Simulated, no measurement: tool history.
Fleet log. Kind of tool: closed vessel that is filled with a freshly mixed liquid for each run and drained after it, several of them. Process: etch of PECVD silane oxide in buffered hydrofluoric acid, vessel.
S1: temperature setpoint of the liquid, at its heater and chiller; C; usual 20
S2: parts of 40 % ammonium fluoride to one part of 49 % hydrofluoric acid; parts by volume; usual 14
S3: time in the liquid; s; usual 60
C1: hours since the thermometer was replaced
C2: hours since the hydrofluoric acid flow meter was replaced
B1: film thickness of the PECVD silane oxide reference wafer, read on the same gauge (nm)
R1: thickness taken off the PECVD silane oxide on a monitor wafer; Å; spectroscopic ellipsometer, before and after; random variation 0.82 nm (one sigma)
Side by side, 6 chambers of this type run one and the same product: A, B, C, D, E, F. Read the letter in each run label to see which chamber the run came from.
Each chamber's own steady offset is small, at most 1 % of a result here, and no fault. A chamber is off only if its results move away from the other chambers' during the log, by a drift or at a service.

Run 1D, hour 4.4: usual settings; C1 198.7; C2 139.7; B1 60.007. Result: R1 937.07 Å.
Run 2F, hour 7.9: usual settings; C1 1327.7; C2 2526.5; B1 59.99. Result: R1 935.46 Å.
Run 3B, hour 11.6: usual settings; C1 593.4; C2 285.4; B1 59.983. Result: R1 946.66 Å.
Run 4E, hour 16.3: usual settings; C1 774.1; C2 1589.9; B1 60.045. Result: R1 947.44 Å.
Run 5A, hour 20.7: usual settings; C1 1847.7; C2 241.4; B1 59.989. Result: R1 924.67 Å.
Run 6C, hour 25: usual settings; C1 174.9; C2 1270.6; B1 60.026. Result: R1 919.87 Å.
Run 7C, hour 28.1: usual settings; C1 178; C2 1273.7; B1 59.984. Result: R1 934.27 Å.
Run 8E, hour 31.6: usual settings; C1 789.4; C2 1605.2; B1 59.991. Result: R1 937.02 Å.
Run 9B, hour 36.3: usual settings; C1 618.1; C2 310.1; B1 59.99. Result: R1 946.18 Å.
Run 10D, hour 42.2: usual settings but S1 22.5 C; C1 236.5; C2 177.5; B1 60.044. Result: R1 1075.5 Å.
Run 11F, hour 48.7: usual settings but S1 22.5 C; C1 1368.5; C2 2567.3; B1 59.983. Result: R1 1103.1 Å.
Run 12A, hour 52.6: usual settings but S1 22.5 C; C1 1879.6; C2 273.3; B1 59.996. Result: R1 1071.4 Å.
Run 13F, hour 57.3: usual settings but S1 22.5 C; C1 1377.1; C2 2575.9; B1 59.983. Result: R1 1099.9 Å.
Run 14E, hour 62.7: usual settings but S1 22.5 C; C1 820.5; C2 1636.3; B1 59.965. Result: R1 1071 Å.
Run 15A, hour 66.7: usual settings but S1 22.5 C; C1 1893.7; C2 287.4; B1 60.026. Result: R1 1085.3 Å.
Run 16D, hour 69.8: usual settings; C1 264.1; C2 205.1; B1 60.016. Result: R1 946.08 Å.
Run 17C, hour 76.6: usual settings; C1 226.5; C2 1322.2; B1 59.996. Result: R1 933.53 Å.
Run 18B, hour 80.3: usual settings; C1 662.1; C2 354.1; B1 59.98. Result: R1 937.9 Å.
Run 19B, hour 86.7: usual settings; C1 668.5; C2 360.5; B1 59.987. Result: R1 929.88 Å.
Run 20A, hour 92: usual settings; C1 1919; C2 312.7; B1 60.003. Result: R1 942.41 Å.
Run 21F, hour 96.2: usual settings; C1 1416; C2 2614.8; B1 60.027. Result: R1 961.34 Å.
Run 22E, hour 102.7: usual settings; C1 860.5; C2 1676.3; B1 60.017. Result: R1 931.61 Å.
Run 23C, hour 105.8: usual settings; C1 255.7; C2 1351.4; B1 59.989. Result: R1 931.95 Å.
At hour 107.6: chamber E: hydrofluoric acid flow meter replaced.
Run 24D, hour 110.1: usual settings; C1 304.4; C2 245.4; B1 60.018. Result: R1 933.56 Å.
At hour 112.3: chamber F: hydrofluoric acid flow meter replaced.
Run 25C, hour 115.7: usual settings; C1 265.6; C2 1361.3; B1 59.968. Result: R1 927.43 Å.
Run 26F, hour 121.6: usual settings; C1 1441.4; C2 9.4; B1 59.962. Result: R1 927.82 Å.
Run 27A, hour 128: usual settings but S3 40 s; C1 1955; C2 348.7; B1 60.062. Result: R1 628.2 Å.
Run 28E, hour 133.4: usual settings but S3 40 s; C1 891.2; C2 25.8; B1 60.027. Result: R1 626.71 Å.
Run 29B, hour 137.5: usual settings but S3 40 s; C1 719.3; C2 411.3; B1 60.003. Result: R1 628.26 Å.
Run 30D, hour 141.4: usual settings but S3 40 s; C1 335.7; C2 276.7; B1 60.028. Result: R1 629.76 Å.
Run 31E, hour 147.1: usual settings but S3 40 s; C1 904.9; C2 39.5; B1 59.978. Result: R1 621.81 Å.
Run 32C, hour 153: usual settings but S3 40 s; C1 302.9; C2 1398.6; B1 59.977. Result: R1 614.85 Å.
Run 33D, hour 158.8: usual settings; C1 353.1; C2 294.1; B1 59.987. Result: R1 940.49 Å.
Run 34F, hour 165.6: usual settings; C1 1485.4; C2 53.4; B1 59.951. Result: R1 948.57 Å.
Run 35B, hour 168.8: usual settings; C1 750.6; C2 442.6; B1 59.999. Result: R1 942.45 Å.
Run 36A, hour 172.9: usual settings; C1 1999.9; C2 393.6; B1 59.98. Result: R1 936.02 Å.
Run 37B, hour 179.3: usual settings; C1 761.1; C2 453.1; B1 60.032. Result: R1 936.29 Å.
Run 38E, hour 182.5: usual settings; C1 940.3; C2 74.9; B1 60.012. Result: R1 923.57 Å.
Run 39C, hour 188.1: usual settings; C1 338; C2 1433.7; B1 59.993. Result: R1 939.85 Å.
Run 40D, hour 191.2: usual settings; C1 385.5; C2 326.5; B1 60.006. Result: R1 926.04 Å.
Run 41A, hour 197.6: usual settings; C1 2024.6; C2 418.3; B1 59.965. Result: R1 943.78 Å.
Run 42F, hour 203: usual settings; C1 1522.8; C2 90.8; B1 60.001. Result: R1 949.41 Å.

Next, every chamber runs the same settings. What will each give?
Run 43A, hour 207.9: usual settings. Result: R1 ?.
Run 43B, hour 207.9: usual settings. Result: R1 ?.
Run 43C, hour 207.9: usual settings. Result: R1 ?.
Run 43D, hour 207.9: usual settings. Result: R1 ?.
Run 43E, hour 207.9: usual settings. Result: R1 ?.
Run 43F, hour 207.9: usual settings. Result: R1 ?.

run      R1
43A  933.51
43B  937.14
43C  921.01
43D  922.86
43E     941
43F  944.43

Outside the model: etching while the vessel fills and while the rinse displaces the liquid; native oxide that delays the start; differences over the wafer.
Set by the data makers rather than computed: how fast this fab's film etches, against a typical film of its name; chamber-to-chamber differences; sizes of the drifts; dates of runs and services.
